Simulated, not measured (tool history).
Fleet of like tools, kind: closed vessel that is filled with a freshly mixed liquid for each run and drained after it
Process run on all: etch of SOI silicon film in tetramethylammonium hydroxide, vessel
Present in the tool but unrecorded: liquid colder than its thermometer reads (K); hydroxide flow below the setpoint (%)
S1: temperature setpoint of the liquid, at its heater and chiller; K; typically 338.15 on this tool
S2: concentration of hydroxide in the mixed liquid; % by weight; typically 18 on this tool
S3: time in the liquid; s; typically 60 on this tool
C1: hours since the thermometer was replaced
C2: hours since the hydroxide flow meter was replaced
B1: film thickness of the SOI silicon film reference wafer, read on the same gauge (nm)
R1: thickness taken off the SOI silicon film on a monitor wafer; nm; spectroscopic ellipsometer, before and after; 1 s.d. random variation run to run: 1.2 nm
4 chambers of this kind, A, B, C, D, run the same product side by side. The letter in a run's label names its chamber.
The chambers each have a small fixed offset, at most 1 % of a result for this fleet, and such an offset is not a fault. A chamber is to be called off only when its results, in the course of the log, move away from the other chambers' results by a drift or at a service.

{"run": "1D", "day": 0.192, "S1": 338.15, "S2": 18, "S3": 60, "C1": 410.3, "C2": 397.3, "B1": 109.99, "R1": 238.26}
{"run": "2A", "day": 0.412, "S1": 338.15, "S2": 18, "S3": 60, "C1": 205, "C2": 515.3, "B1": 109.96, "R1": 239.99}
{"run": "3B", "day": 0.658, "S1": 338.15, "S2": 18, "S3": 60, "C1": 629.3, "C2": 1770, "B1": 109.98, "R1": 240.55}
{"run": "4C", "day": 0.8, "S1": 338.15, "S2": 18, "S3": 60, "C1": 82.7, "C2": 415, "B1": 109.96, "R1": 240.27}
{"run": "5C", "day": 1.017, "S1": 338.15, "S2": 18, "S3": 60, "C1": 87.9, "C2": 420.2, "B1": 109.98, "R1": 238.34}
{"run": "6B", "day": 1.242, "S1": 338.15, "S2": 13.5, "S3": 60, "C1": 643.3, "C2": 1784, "B1": 110.01, "R1": 272.26}
{"run": "7A", "day": 1.483, "S1": 338.15, "S2": 13.5, "S3": 60, "C1": 230.7, "C2": 541, "B1": 110, "R1": 268.62}
{"run": "8D", "day": 1.712, "S1": 338.15, "S2": 13.5, "S3": 60, "C1": 446.8, "C2": 433.8, "B1": 109.98, "R1": 267.4}
{"run": "9A", "day": 1.925, "S1": 338.15, "S2": 13.5, "S3": 60, "C1": 241.3, "C2": 551.6, "B1": 110.01, "R1": 271.26}
{"run": "10D", "day": 2.075, "S1": 338.15, "S2": 18, "S3": 60, "C1": 455.5, "C2": 442.5, "B1": 109.97, "R1": 237.59}
{"run": "11B", "day": 2.292, "S1": 338.15, "S2": 18, "S3": 60, "C1": 668.5, "C2": 1809.2, "B1": 110.01, "R1": 241.23}
{"run": "12C", "day": 2.429, "S1": 338.15, "S2": 18, "S3": 60, "C1": 121.8, "C2": 454.1, "B1": 110.01, "R1": 238}
{"run": "13D", "day": 2.588, "S1": 338.15, "S2": 18, "S3": 60, "C1": 467.8, "C2": 454.8, "B1": 110, "R1": 238.54}
{"run": "14C", "day": 2.704, "S1": 338.15, "S2": 18, "S3": 60, "C1": 128.4, "C2": 460.7, "B1": 109.97, "R1": 236.97}
{"run": "15B", "day": 2.821, "S1": 338.15, "S2": 18, "S3": 60, "C1": 681.2, "C2": 1821.9, "B1": 109.99, "R1": 239.8}
{"run": "16A", "day": 3.071, "S1": 338.15, "S2": 14, "S3": 45, "C1": 268.8, "C2": 579.1, "B1": 109.97, "R1": 196.34}
{"run": "17D", "day": 3.196, "S1": 338.15, "S2": 14, "S3": 45, "C1": 482.4, "C2": 469.4, "B1": 109.99, "R1": 197.15}
{"run": "18C", "day": 3.312, "S1": 338.15, "S2": 14, "S3": 45, "C1": 143, "C2": 475.3, "B1": 110.02, "R1": 199.22}
{"run": "19A", "day": 3.512, "S1": 338.15, "S2": 14, "S3": 45, "C1": 279.4, "C2": 589.7, "B1": 109.97, "R1": 195.69}
{"run": "20B", "day": 3.75, "S1": 338.15, "S2": 18, "S3": 60, "C1": 703.5, "C2": 1844.2, "B1": 109.96, "R1": 241.84}
{"run": "21C", "day": 3.958, "S1": 338.15, "S2": 18, "S3": 60, "C1": 158.5, "C2": 490.8, "B1": 110, "R1": 239.67}
{"run": "22B", "day": 4.071, "S1": 338.15, "S2": 18, "S3": 60, "C1": 711.2, "C2": 1851.9, "B1": 109.99, "R1": 237.35}
{"run": "23D", "day": 4.308, "S1": 338.15, "S2": 18, "S3": 60, "C1": 509.1, "C2": 496.1, "B1": 110, "R1": 237.92}
{"run": "24A", "day": 4.5, "S1": 338.15, "S2": 18, "S3": 60, "C1": 303.1, "C2": 613.4, "B1": 109.99, "R1": 229.33}
{"run": "25D", "day": 4.608, "S1": 338.15, "S2": 18, "S3": 60, "C1": 516.3, "C2": 503.3, "B1": 110, "R1": 239.11}
{"run": "26C", "day": 4.808, "S1": 338.15, "S2": 18, "S3": 60, "C1": 178.9, "C2": 511.2, "B1": 110.01, "R1": 238.95}
{"run": "27A", "day": 5.046, "S1": 338.15, "S2": 18, "S3": 60, "C1": 316.2, "C2": 626.5, "B1": 109.99, "R1": 231.3}
{"run": "28B", "day": 5.212, "S1": 338.15, "S2": 18, "S3": 60, "C1": 738.6, "C2": 1879.3, "B1": 109.99, "R1": 239.79}
{"run": "29C", "day": 5.417, "S1": 338.15, "S2": 18, "S3": 60, "C1": 193.5, "C2": 525.8, "B1": 109.98, "R1": 237.84}
{"run": "30B", "day": 5.562, "S1": 338.15, "S2": 18, "S3": 60, "C1": 747, "C2": 1887.7, "B1": 110.03, "R1": 240.44}
{"run": "31A", "day": 5.675, "S1": 338.15, "S2": 18, "S3": 60, "C1": 331.3, "C2": 641.6, "B1": 109.99, "R1": 229.03}
{"run": "32D", "day": 5.875, "S1": 338.15, "S2": 18, "S3": 60, "C1": 546.7, "C2": 533.7, "B1": 109.98, "R1": 235.54}
{"run": "33D", "day": 6.1, "S1": 338.15, "S2": 18, "S3": 60, "C1": 552.1, "C2": 539.1, "B1": 109.98, "R1": 237.94}
{"run": "34C", "day": 6.229, "S1": 338.15, "S2": 18, "S3": 60, "C1": 213, "C2": 545.3, "B1": 110.01, "R1": 241.26}
{"run": "35B", "day": 6.379, "S1": 338.15, "S2": 14, "S3": 75, "C1": 766.6, "C2": 1907.3, "B1": 110, "R1": 332.1}
{"run": "36A", "day": 6.604, "S1": 338.15, "S2": 14, "S3": 75, "C1": 353.6, "C2": 663.9, "B1": 109.97, "R1": 313.24}

The same settings go to every chamber for the next run, one line per chamber below. Forecast the results for each:
{"run": "37A", "day": 6.779, "S1": 338.15, "S2": 18, "S3": 60, "R1": "?"}
{"run": "37B", "day": 6.779, "S1": 338.15, "S2": 18, "S3": 60, "R1": "?"}
{"run": "37C", "day": 6.779, "S1": 338.15, "S2": 18, "S3": 60, "R1": "?"}
{"run": "37D", "day": 6.779, "S1": 338.15, "S2": 18, "S3": 60, "R1": "?"}

run=37A R1=224.75
run=37B R1=241.41
run=37C R1=236.97
run=37D R1=236.91
